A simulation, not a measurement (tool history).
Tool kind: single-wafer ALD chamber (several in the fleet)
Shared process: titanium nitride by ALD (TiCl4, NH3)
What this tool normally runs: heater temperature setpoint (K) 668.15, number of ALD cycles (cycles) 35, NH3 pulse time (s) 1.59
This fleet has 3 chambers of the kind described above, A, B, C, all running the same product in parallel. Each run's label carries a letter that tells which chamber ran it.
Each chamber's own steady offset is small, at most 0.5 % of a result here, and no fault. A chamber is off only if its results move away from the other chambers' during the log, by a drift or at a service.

run,hour,heater temperature setpoint (K),number of ALD cycles (cycles),NH3 pulse time (s),hours since the last thermocouple change,"read-back reference wafer on the same gauge, thickness_nm",mean film thickness on the monitor wafer (Å)
1A,4.8,668.15,35,1.59,1222.4,0.81305,7.5340
2C,8.0,668.15,35,1.59,1459.2,0.81324,7.6093
3B,11.7,668.15,35,1.59,902.4,0.81300,7.5975
4A,17.1,668.15,35,1.59,1234.7,0.81148,7.5683
5C,22.8,668.15,35,1.59,1474.0,0.81332,7.5707
6B,27.2,668.15,35,1.59,917.9,0.81360,7.5911
7B,31.5,668.15,35,1.59,922.2,0.81294,7.6314
8C,35.9,668.15,35,1.59,1487.1,0.81357,7.5884
9A,41.9,668.15,35,1.59,1259.5,0.81332,7.6393
10C,44.8,668.15,35,1.59,1496.0,0.81201,7.5630
11A,49.9,668.15,35,1.59,1267.5,0.81289,7.5368
12B,53.3,668.15,35,1.59,944.0,0.81330,7.6188
13A,59.2,668.15,35,1.59,1276.8,0.81276,7.5667
14B,63.5,675.15,35,1.86,954.2,0.81277,7.7227
15C,68.8,675.15,35,1.86,1520.0,0.81234,7.6640
16A,72.7,675.15,35,1.86,1290.3,0.81249,7.7394
17C,76.6,668.15,32,1.33,1527.8,0.81380,6.9300
18B,80.7,668.15,32,1.33,971.4,0.81290,6.9058
19B,85.5,668.15,32,1.33,976.2,0.81327,6.9069
20A,90.5,668.15,35,1.59,1308.1,0.81249,7.5600
21C,93.4,668.15,35,1.00,1544.6,0.81260,7.4238
22C,98.6,668.15,35,1.00,1549.8,0.81291,7.4022
23A,103.5,668.15,35,1.00,1321.1,0.81285,7.4263

What goes on in this fleet: one chamber off, a drifting gauge, or nothing beyond the chambers' own small offsets? Name the chamber and the cause, if any.

The fleet is healthy, with each chamber sitting at its usual small offset and no drift in the gauge.
